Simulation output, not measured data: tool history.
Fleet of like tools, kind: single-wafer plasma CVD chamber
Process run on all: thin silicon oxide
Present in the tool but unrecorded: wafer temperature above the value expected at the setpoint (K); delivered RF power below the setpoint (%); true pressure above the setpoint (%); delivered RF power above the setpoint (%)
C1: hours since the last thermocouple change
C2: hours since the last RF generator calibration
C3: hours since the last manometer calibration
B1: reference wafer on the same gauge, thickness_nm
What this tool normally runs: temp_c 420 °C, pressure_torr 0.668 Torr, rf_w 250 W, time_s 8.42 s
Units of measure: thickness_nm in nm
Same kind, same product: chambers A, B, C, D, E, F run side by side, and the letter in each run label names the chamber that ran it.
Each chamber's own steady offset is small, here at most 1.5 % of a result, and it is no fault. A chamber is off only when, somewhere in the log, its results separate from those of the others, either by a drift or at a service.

{"run": "1F", "hour": 2.5, "temp_c": 420, "pressure_torr": 0.668, "rf_w": 250, "time_s": 8.42, "C1": 536.2, "C2": 1147.9, "C3": 411.2, "B1": 13.897, "thickness_nm": 11.852}
{"run": "2A", "hour": 6.7, "temp_c": 420, "pressure_torr": 0.668, "rf_w": 250, "time_s": 8.42, "C1": 537.1, "C2": 685.5, "C3": 2080.4, "B1": 13.894, "thickness_nm": 11.669}
{"run": "3B", "hour": 11.4, "temp_c": 420, "pressure_torr": 0.668, "rf_w": 250, "time_s": 8.42, "C1": 434.0, "C2": 451.2, "C3": 1481.6, "B1": 13.899, "thickness_nm": 11.649}
{"run": "4E", "hour": 14.5, "temp_c": 420, "pressure_torr": 0.668, "rf_w": 250, "time_s": 8.42, "C1": 458.8, "C2": 769.3, "C3": 762.7, "B1": 13.895, "thickness_nm": 11.679}
{"run": "5D", "hour": 18.3, "temp_c": 420, "pressure_torr": 0.668, "rf_w": 250, "time_s": 8.42, "C1": 772.7, "C2": 474.6, "C3": 1543.4, "B1": 13.904, "thickness_nm": 11.781}
{"run": "6C", "hour": 21.2, "temp_c": 420, "pressure_torr": 0.668, "rf_w": 250, "time_s": 8.42, "C1": 952.4, "C2": 270.4, "C3": 704.1, "B1": 13.89, "thickness_nm": 11.674}
{"run": "7F", "hour": 24.9, "temp_c": 408, "pressure_torr": 0.668, "rf_w": 250, "time_s": 9.27, "C1": 558.6, "C2": 1170.3, "C3": 433.6, "B1": 13.9, "thickness_nm": 13.149}
{"run": "8A", "hour": 29.5, "temp_c": 408, "pressure_torr": 0.668, "rf_w": 250, "time_s": 9.27, "C1": 559.9, "C2": 708.3, "C3": 2103.2, "B1": 13.894, "thickness_nm": 12.939}
{"run": "9D", "hour": 32.2, "temp_c": 408, "pressure_torr": 0.668, "rf_w": 250, "time_s": 9.27, "C1": 786.6, "C2": 488.5, "C3": 1557.3, "B1": 13.899, "thickness_nm": 13.068}
{"run": "10C", "hour": 36.5, "temp_c": 408, "pressure_torr": 0.668, "rf_w": 250, "time_s": 9.27, "C1": 967.7, "C2": 285.7, "C3": 719.4, "B1": 13.884, "thickness_nm": 12.956}
{"run": "11E", "hour": 39.6, "temp_c": 408, "pressure_torr": 0.668, "rf_w": 250, "time_s": 9.27, "C1": 483.9, "C2": 794.4, "C3": 787.8, "B1": 13.902, "thickness_nm": 12.952}
{"run": "12B", "hour": 43.3, "temp_c": 408, "pressure_torr": 0.668, "rf_w": 250, "time_s": 9.27, "C1": 465.9, "C2": 483.1, "C3": 1513.5, "B1": 13.906, "thickness_nm": 12.885}
{"run": "13B", "hour": 45.7, "temp_c": 420, "pressure_torr": 0.668, "rf_w": 275, "time_s": 8.42, "C1": 468.3, "C2": 485.5, "C3": 1515.9, "B1": 13.897, "thickness_nm": 12.11}
{"run": "14C", "hour": 48.2, "temp_c": 420, "pressure_torr": 0.668, "rf_w": 275, "time_s": 8.42, "C1": 979.4, "C2": 297.4, "C3": 731.1, "B1": 13.894, "thickness_nm": 12.143}
{"run": "15F", "hour": 51.1, "temp_c": 420, "pressure_torr": 0.668, "rf_w": 275, "time_s": 8.42, "C1": 584.8, "C2": 1196.5, "C3": 459.8, "B1": 13.905, "thickness_nm": 12.393}
{"run": "16A", "hour": 53.7, "temp_c": 420, "pressure_torr": 0.668, "rf_w": 275, "time_s": 8.42, "C1": 584.1, "C2": 732.5, "C3": 2127.4, "B1": 13.897, "thickness_nm": 12.187}
{"run": "17E", "hour": 56.0, "temp_c": 420, "pressure_torr": 0.668, "rf_w": 275, "time_s": 8.42, "C1": 500.3, "C2": 810.8, "C3": 804.2, "B1": 13.901, "thickness_nm": 12.195}
{"run": "18D", "hour": 58.1, "temp_c": 420, "pressure_torr": 0.668, "rf_w": 275, "time_s": 8.42, "C1": 812.5, "C2": 514.4, "C3": 1583.2, "B1": 13.897, "thickness_nm": 12.325}
{"run": "19D", "hour": 61.2, "temp_c": 420, "pressure_torr": 0.668, "rf_w": 250, "time_s": 8.42, "C1": 815.6, "C2": 517.5, "C3": 1586.3, "B1": 13.891, "thickness_nm": 11.764}
{"run": "20B", "hour": 65.9, "temp_c": 420, "pressure_torr": 0.668, "rf_w": 250, "time_s": 8.42, "C1": 488.5, "C2": 505.7, "C3": 1536.1, "B1": 13.906, "thickness_nm": 11.606}
{"run": "21C", "hour": 68.3, "temp_c": 420, "pressure_torr": 0.668, "rf_w": 250, "time_s": 8.42, "C1": 999.5, "C2": 317.5, "C3": 751.2, "B1": 13.906, "thickness_nm": 11.666}
{"run": "22E", "hour": 72.2, "temp_c": 420, "pressure_torr": 0.668, "rf_w": 250, "time_s": 8.42, "C1": 516.5, "C2": 827.0, "C3": 820.4, "B1": 13.894, "thickness_nm": 11.694}
{"run": "23A", "hour": 76.4, "temp_c": 420, "pressure_torr": 0.668, "rf_w": 250, "time_s": 8.42, "C1": 606.8, "C2": 755.2, "C3": 2150.1, "B1": 13.905, "thickness_nm": 11.686}
{"run": "24F", "hour": 80.3, "temp_c": 420, "pressure_torr": 0.668, "rf_w": 250, "time_s": 8.42, "C1": 614.0, "C2": 1225.7, "C3": 489.0, "B1": 13.894, "thickness_nm": 11.927}
{"run": "25D", "hour": 84.9, "temp_c": 420, "pressure_torr": 0.668, "rf_w": 250, "time_s": 8.42, "C1": 839.3, "C2": 541.2, "C3": 1610.0, "B1": 13.897, "thickness_nm": 11.798}
{"run": "26E", "hour": 87.6, "temp_c": 420, "pressure_torr": 0.668, "rf_w": 250, "time_s": 8.42, "C1": 531.9, "C2": 842.4, "C3": 835.8, "B1": 13.909, "thickness_nm": 11.692}
{"run": "27F", "hour": 90.5, "temp_c": 420, "pressure_torr": 0.668, "rf_w": 250, "time_s": 8.42, "C1": 624.2, "C2": 1235.9, "C3": 499.2, "B1": 13.897, "thickness_nm": 11.872}
{"run": "28B", "hour": 94.1, "temp_c": 420, "pressure_torr": 0.668, "rf_w": 250, "time_s": 8.42, "C1": 516.7, "C2": 533.9, "C3": 1564.3, "B1": 13.903, "thickness_nm": 11.591}
{"run": "29C", "hour": 98.9, "temp_c": 420, "pressure_torr": 0.668, "rf_w": 225, "time_s": 8.42, "C1": 1030.1, "C2": 348.1, "C3": 781.8, "B1": 13.908, "thickness_nm": 11.151}
{"run": "30A", "hour": 103.4, "temp_c": 420, "pressure_torr": 0.668, "rf_w": 225, "time_s": 8.42, "C1": 633.8, "C2": 782.2, "C3": 2177.1, "B1": 13.897, "thickness_nm": 11.173}
{"run": "31D", "hour": 106.6, "temp_c": 420, "pressure_torr": 0.668, "rf_w": 225, "time_s": 8.42, "C1": 861.0, "C2": 562.9, "C3": 1631.7, "B1": 13.894, "thickness_nm": 11.227}
{"hour": 109.4, "done": "chamber E: capacitance manometer re-zeroed and calibrated"}
{"run": "32F", "hour": 111.0, "temp_c": 420, "pressure_torr": 0.668, "rf_w": 225, "time_s": 8.42, "C1": 644.7, "C2": 1256.4, "C3": 519.7, "B1": 13.905, "thickness_nm": 11.313}
{"run": "33A", "hour": 113.2, "temp_c": 420, "pressure_torr": 0.668, "rf_w": 225, "time_s": 8.42, "C1": 643.6, "C2": 792.0, "C3": 2186.9, "B1": 13.9, "thickness_nm": 11.124}
{"run": "34B", "hour": 116.0, "temp_c": 420, "pressure_torr": 0.668, "rf_w": 225, "time_s": 8.42, "C1": 538.6, "C2": 555.8, "C3": 1586.2, "B1": 13.905, "thickness_nm": 11.084}
{"run": "35C", "hour": 118.8, "temp_c": 420, "pressure_torr": 0.668, "rf_w": 250, "time_s": 8.42, "C1": 1050.0, "C2": 368.0, "C3": 801.7, "B1": 13.906, "thickness_nm": 11.687}
{"run": "36E", "hour": 122.2, "temp_c": 420, "pressure_torr": 0.668, "rf_w": 250, "time_s": 8.42, "C1": 566.5, "C2": 877.0, "C3": 12.8, "B1": 13.892, "thickness_nm": 11.708}
{"run": "37A", "hour": 125.7, "temp_c": 420, "pressure_torr": 0.668, "rf_w": 250, "time_s": 8.42, "C1": 656.1, "C2": 804.5, "C3": 2199.4, "B1": 13.896, "thickness_nm": 11.692}
{"run": "38C", "hour": 129.2, "temp_c": 420, "pressure_torr": 0.668, "rf_w": 250, "time_s": 8.42, "C1": 1060.4, "C2": 378.4, "C3": 812.1, "B1": 13.907, "thickness_nm": 11.67}
{"run": "39B", "hour": 134.2, "temp_c": 420, "pressure_torr": 0.668, "rf_w": 250, "time_s": 8.42, "C1": 556.8, "C2": 574.0, "C3": 1604.4, "B1": 13.897, "thickness_nm": 11.648}
{"run": "40D", "hour": 137.3, "temp_c": 420, "pressure_torr": 0.668, "rf_w": 250, "time_s": 8.42, "C1": 891.7, "C2": 593.6, "C3": 1662.4, "B1": 13.903, "thickness_nm": 11.847}

Is one chamber out of step, is the gauge drifting, or do the chambers differ by no more than their own small offsets? For an off chamber, give its letter and the likeliest cause.

The fleet is healthy, with each chamber sitting at its usual small offset and no drift in the gauge.

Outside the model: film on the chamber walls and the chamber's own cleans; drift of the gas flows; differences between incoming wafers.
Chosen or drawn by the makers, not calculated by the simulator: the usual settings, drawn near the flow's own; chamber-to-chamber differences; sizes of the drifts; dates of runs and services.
